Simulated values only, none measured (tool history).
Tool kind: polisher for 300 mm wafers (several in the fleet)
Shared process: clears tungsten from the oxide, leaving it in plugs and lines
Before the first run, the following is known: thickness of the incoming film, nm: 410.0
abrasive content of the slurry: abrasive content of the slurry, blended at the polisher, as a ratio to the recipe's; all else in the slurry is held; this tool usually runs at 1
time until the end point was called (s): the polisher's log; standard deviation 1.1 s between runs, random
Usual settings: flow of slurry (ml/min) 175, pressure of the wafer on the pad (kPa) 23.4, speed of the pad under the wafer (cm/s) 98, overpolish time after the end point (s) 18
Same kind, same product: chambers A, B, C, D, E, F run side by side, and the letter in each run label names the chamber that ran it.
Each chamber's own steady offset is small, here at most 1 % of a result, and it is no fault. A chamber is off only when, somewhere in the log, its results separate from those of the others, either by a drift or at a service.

| run | day | flow of slurry (ml/min) | pressure of the wafer on the pad (kPa) | speed of the pad under the wafer (cm/s) | abrasive content of the slurry | overpolish time after the end point (s) | wafers polished on this pad | hours since the slurry nozzle was cleaned | hours since the head pressure was calibrated | hours since the slurry blender was calibrated | hours since the slurry got fresh peroxide | time until the end point was called (s) |
|---|---|---|---|---|---|---|---|---|---|---|---|---|
| 1B | 0.133 | 175 | 23.4 | 98 | 1 | 18 | 471 | 215.1 | 541.1 | 74.5 | 66.6 | 114.04 |
|  | 0.283 | chamber E: slurry tank refilled with fresh slurry and peroxide |
| 2D | 0.358 | 175 | 23.4 | 98 | 1 | 18 | 62 | 206.5 | 279 | 86.5 | 44.7 | 113.5 |
| 3C | 0.529 | 175 | 23.4 | 98 | 1 | 18 | 404 | 106.4 | 762.5 | 79.9 | 24.4 | 114.58 |
| 4E | 0.658 | 175 | 23.4 | 98 | 1 | 18 | 178 | 332.1 | 237.6 | 27.7 | 9.1 | 115.08 |
| 5F | 0.821 | 175 | 23.4 | 98 | 1 | 18 | 1194 | 409.2 | 449.6 | 121.8 | 210 | 113.22 |
|  | 0.983 | chamber D: head pressure recalibrated |
| 6A | 1.054 | 215 | 23.4 | 120 | 1 | 18 | 374 | 576.9 | 774.1 | 44 | 113.9 | 90.953 |
| 7F | 1.221 | 215 | 23.4 | 120 | 1 | 18 | 1252 | 418.8 | 459.2 | 131.4 | 219.6 | 89.885 |
|  | 1.308 | chamber B: slurry tank refilled with fresh slurry and peroxide |
| 8A | 1.371 | 215 | 23.4 | 120 | 1 | 18 | 420 | 584.5 | 781.7 | 51.6 | 121.5 | 91.762 |
| 9B | 1.55 | 215 | 23.4 | 120 | 1 | 18 | 676 | 249.1 | 575.1 | 108.5 | 5.9 | 89.035 |
|  | 1.575 | chamber B: slurry blender recalibrated |
|  | 1.612 | chamber F: slurry tank refilled with fresh slurry and peroxide |
|  | 1.654 | chamber C: worn pad replaced by a new one |
| 10C | 1.788 | 215 | 23.4 | 120 | 1 | 18 | 19 | 136.6 | 792.7 | 110.1 | 54.6 | 90.663 |
|  | 1.912 | chamber B: slurry nozzle cleaned |
| 11E | 1.954 | 215 | 23.4 | 120 | 1 | 18 | 365 | 363.2 | 268.7 | 58.8 | 40.2 | 90.971 |
|  | 2.017 | chamber E: slurry tank refilled with fresh slurry and peroxide |
| 12D | 2.196 | 175 | 19.3 | 98 | 1 | 9 | 328 | 250.6 | 29.1 | 130.6 | 88.8 | 136.8 |
|  | 2.296 | chamber D: slurry tank refilled with fresh slurry and peroxide |
| 13D | 2.354 | 175 | 19.3 | 98 | 1 | 9 | 351 | 254.4 | 32.9 | 134.4 | 1.5 | 139.76 |
| 14A | 2.525 | 175 | 19.3 | 98 | 1 | 9 | 587 | 612.2 | 809.4 | 79.3 | 149.2 | 141.35 |
| 15F | 2.792 | 175 | 19.3 | 98 | 1 | 9 | 1479 | 456.5 | 496.9 | 169.1 | 28.4 | 138.69 |
|  | 3 | chamber A: slurry tank refilled with fresh slurry and peroxide |
| 16B | 3.029 | 175 | 19.3 | 98 | 1 | 9 | 890 | 26.9 | 610.6 | 34.9 | 41.4 | 137.1 |
|  | 3.067 | chamber F: worn pad replaced by a new one |
| 17C | 3.238 | 175 | 19.3 | 98 | 1 | 9 | 229 | 171.4 | 827.5 | 144.9 | 89.4 | 139.54 |
| 18E | 3.471 | 140 | 23.4 | 98 | 0.85 | 18 | 584 | 399.6 | 305.1 | 95.2 | 35 | 126.29 |
|  | 3.546 | chamber E: slurry tank refilled with fresh slurry and peroxide |
| 19E | 3.658 | 140 | 23.4 | 98 | 0.85 | 18 | 611 | 404.1 | 309.6 | 99.7 | 2.8 | 125.6 |
|  | 3.783 | chamber C: slurry blender recalibrated |
| 20A | 3.883 | 140 | 23.4 | 98 | 0.85 | 18 | 783 | 644.8 | 842 | 111.9 | 21.3 | 123.26 |
| 21B | 4.004 | 140 | 23.4 | 98 | 0.85 | 18 | 1030 | 50.3 | 634 | 58.3 | 64.8 | 121.22 |
| 22F | 4.192 | 140 | 23.4 | 98 | 0.85 | 18 | 162 | 490.1 | 530.5 | 202.7 | 62 | 123.03 |
| 23D | 4.425 | 140 | 23.4 | 98 | 0.85 | 18 | 650 | 304.1 | 82.6 | 184.1 | 51.2 | 124.97 |
| 24C | 4.567 | 175 | 23.4 | 98 | 1 | 18 | 421 | 203.3 | 859.4 | 18.8 | 121.3 | 113.17 |
|  | 4.662 | chamber D: worn pad replaced by a new one |
| 25C | 4.721 | 175 | 23.4 | 98 | 1 | 18 | 443 | 207 | 863.1 | 22.5 | 125 | 114.23 |
|  | 4.958 | chamber A: worn pad replaced by a new one |
| 26A | 4.967 | 145 | 30.3 | 98 | 1 | 18 | 1 | 670.8 | 868 | 137.9 | 47.3 | 90.082 |
|  | 5.008 | chamber E: slurry tank refilled with fresh slurry and peroxide |
|  | 5.158 | chamber E: worn pad replaced by a new one |
| 27E | 5.208 | 145 | 30.3 | 98 | 1 | 18 | 7 | 441.3 | 346.8 | 136.9 | 4.9 | 95 |
| 28D | 5.425 | 145 | 30.3 | 98 | 1 | 18 | 110 | 328.1 | 106.6 | 208.1 | 75.2 | 91.785 |
|  | 5.542 | chamber C: worn pad replaced by a new one |
| 29F | 5.604 | 145 | 30.3 | 98 | 1 | 18 | 366 | 524 | 564.4 | 236.6 | 95.9 | 90.585 |
| 30B | 5.779 | 145 | 30.3 | 98 | 1 | 18 | 1287 | 92.9 | 676.6 | 100.9 | 107.4 | 90.269 |
|  | 5.85 | chamber D: slurry tank refilled with fresh slurry and peroxide |
| 31E | 5.946 | 145 | 30.3 | 98 | 1 | 18 | 114 | 459 | 364.5 | 154.6 | 22.6 | 98.3 |
|  | 6.058 | chamber B: slurry tank refilled with fresh slurry and peroxide |
| 32A | 6.1 | 175 | 23.4 | 98 | 1 | 18 | 165 | 698 | 895.2 | 165.1 | 74.5 | 113.63 |
|  | 6.112 | chamber B: slurry blender recalibrated |
| 33C | 6.304 | 175 | 20.7 | 108 | 1 | 18 | 110 | 245 | 901.1 | 60.5 | 163 | 116.65 |
| 34F | 6.517 | 175 | 20.7 | 108 | 1 | 18 | 498 | 545.9 | 586.3 | 258.5 | 117.8 | 114.98 |
| 35D | 6.65 | 175 | 20.7 | 108 | 1 | 18 | 287 | 357.5 | 136 | 237.5 | 19.2 | 119.84 |
| 36B | 6.9 | 175 | 20.7 | 108 | 1 | 18 | 1449 | 119.8 | 703.5 | 18.9 | 20.2 | 116.19 |

Next, every chamber runs the same settings. What will each give?
| 37A | 7.092 | 175 | 23.4 | 98 | 1 | 8 |  |  |  |  |  | ? |
| 37B | 7.092 | 175 | 23.4 | 98 | 1 | 8 |  |  |  |  |  | ? |
| 37C | 7.092 | 175 | 23.4 | 98 | 1 | 8 |  |  |  |  |  | ? |
| 37D | 7.092 | 175 | 23.4 | 98 | 1 | 8 |  |  |  |  |  | ? |
| 37E | 7.092 | 175 | 23.4 | 98 | 1 | 8 |  |  |  |  |  | ? |
| 37F | 7.092 | 175 | 23.4 | 98 | 1 | 8 |  |  |  |  |  | ? |

| run | time until the end point was called (s) |
|---|---|
| 37A | 114.53 |
| 37B | 113.24 |
| 37C | 114.03 |
| 37D | 116.09 |
| 37E | 123.45 |
| 37F | 111.93 |
